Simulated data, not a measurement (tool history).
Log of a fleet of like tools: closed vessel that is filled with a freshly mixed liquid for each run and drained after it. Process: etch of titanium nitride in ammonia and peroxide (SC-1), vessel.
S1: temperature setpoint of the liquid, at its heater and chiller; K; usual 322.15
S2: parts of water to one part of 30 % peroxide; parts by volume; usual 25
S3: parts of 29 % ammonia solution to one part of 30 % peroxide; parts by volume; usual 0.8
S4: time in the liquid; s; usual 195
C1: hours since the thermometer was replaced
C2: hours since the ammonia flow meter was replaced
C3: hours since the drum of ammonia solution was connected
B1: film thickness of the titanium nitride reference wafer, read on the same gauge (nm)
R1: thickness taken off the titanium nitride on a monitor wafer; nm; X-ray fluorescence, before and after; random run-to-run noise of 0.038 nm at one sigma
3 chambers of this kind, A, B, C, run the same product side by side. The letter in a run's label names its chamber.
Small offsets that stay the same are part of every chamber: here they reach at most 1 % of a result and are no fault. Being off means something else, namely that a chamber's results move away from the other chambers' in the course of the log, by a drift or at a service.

run	day	S1	S2	S3	S4	C1	C2	C3	B1	R1
1C	0.254	322.15	25	0.8	195	1119.1	113.8	7.6	60.044	7.1762
2A	0.600	322.15	25	0.8	195	206.6	1030.9	468.6	60.042	7.2114
3B	0.796	322.15	25	0.8	195	1421.4	294.1	52.1	59.989	7.0601
4A	1.079	322.15	25	0.8	195	218.1	1042.4	480.1	59.981	7.1270
5C	1.467	322.15	25	0.8	195	1148.2	142.9	36.7	59.989	7.1139
6B	1.817	322.15	25	0.8	195	1445.9	318.6	76.6	59.990	7.0806
7B	2.188	331.15	25	0.8	195	1454.8	327.5	85.5	60.008	13.0370
8A	2.438	331.15	25	0.8	195	250.7	1075.0	512.7	59.992	13.1500
9C	2.646	331.15	25	0.8	195	1176.5	171.2	65.0	59.982	13.1580
10A	2.925	322.15	25	0.8	195	262.4	1086.7	524.4	59.985	7.1012
11B	3.138	322.15	25	0.8	195	1477.6	350.3	108.3	60.015	7.0828
12C	3.458	322.15	25	0.8	195	1196.0	190.7	84.5	59.998	7.1481
13B	3.742	322.15	25	0.8	195	1492.1	364.8	122.8	59.972	7.0618
14A	3.983	322.15	25	0.8	195	287.8	1112.1	549.8	59.994	7.0339
# day 4.017: chamber A: new drum of ammonia solution connected
15C	4.354	322.15	25	0.8	195	1217.5	212.2	106.0	59.984	7.0902
# day 4.479: chamber B: thermometer replaced
16B	4.696	322.15	25	0.8	195	5.3	387.7	145.7	59.974	7.0430
17A	5.000	322.15	25	0.8	195	312.2	1136.5	23.6	60.024	6.8985
18C	5.279	322.15	25	0.8	195	1239.7	234.4	128.2	59.996	7.0982
19C	5.562	322.15	25	0.8	195	1246.5	241.2	135.0	59.993	7.1438
20B	5.950	322.15	25	0.8	195	35.4	417.8	175.8	59.969	7.1227
21A	6.246	322.15	25	0.8	195	342.1	1166.4	53.5	59.966	6.8451
22A	6.583	322.15	25	0.8	195	350.2	1174.5	61.6	59.989	6.8023
23B	6.767	322.15	25	0.8	195	55.0	437.4	195.4	60.017	7.1057
24C	7.071	322.15	25	0.8	195	1282.7	277.4	171.2	59.976	7.0902
25A	7.367	322.15	25	0.8	195	369.0	1193.3	80.4	59.980	6.8333
26C	7.679	322.15	25	0.8	195	1297.3	292.0	185.8	60.025	7.2136
27B	7.942	322.15	25	0.8	195	83.2	465.6	223.6	60.032	7.1332
28A	8.267	322.15	25	0.8	195	390.6	1214.9	102.0	60.034	6.7490
29C	8.629	322.15	25	0.8	195	1320.1	314.8	208.6	59.986	7.1078

The same settings go to every chamber for the next run, one line per chamber below. Forecast the results for each:
30A	8.921	322.15	25	0.8	125					?
30B	8.921	322.15	25	0.8	125					?
30C	8.921	322.15	25	0.8	125					?

run	R1
30A	4.3231
30B	4.5554
30C	4.5730
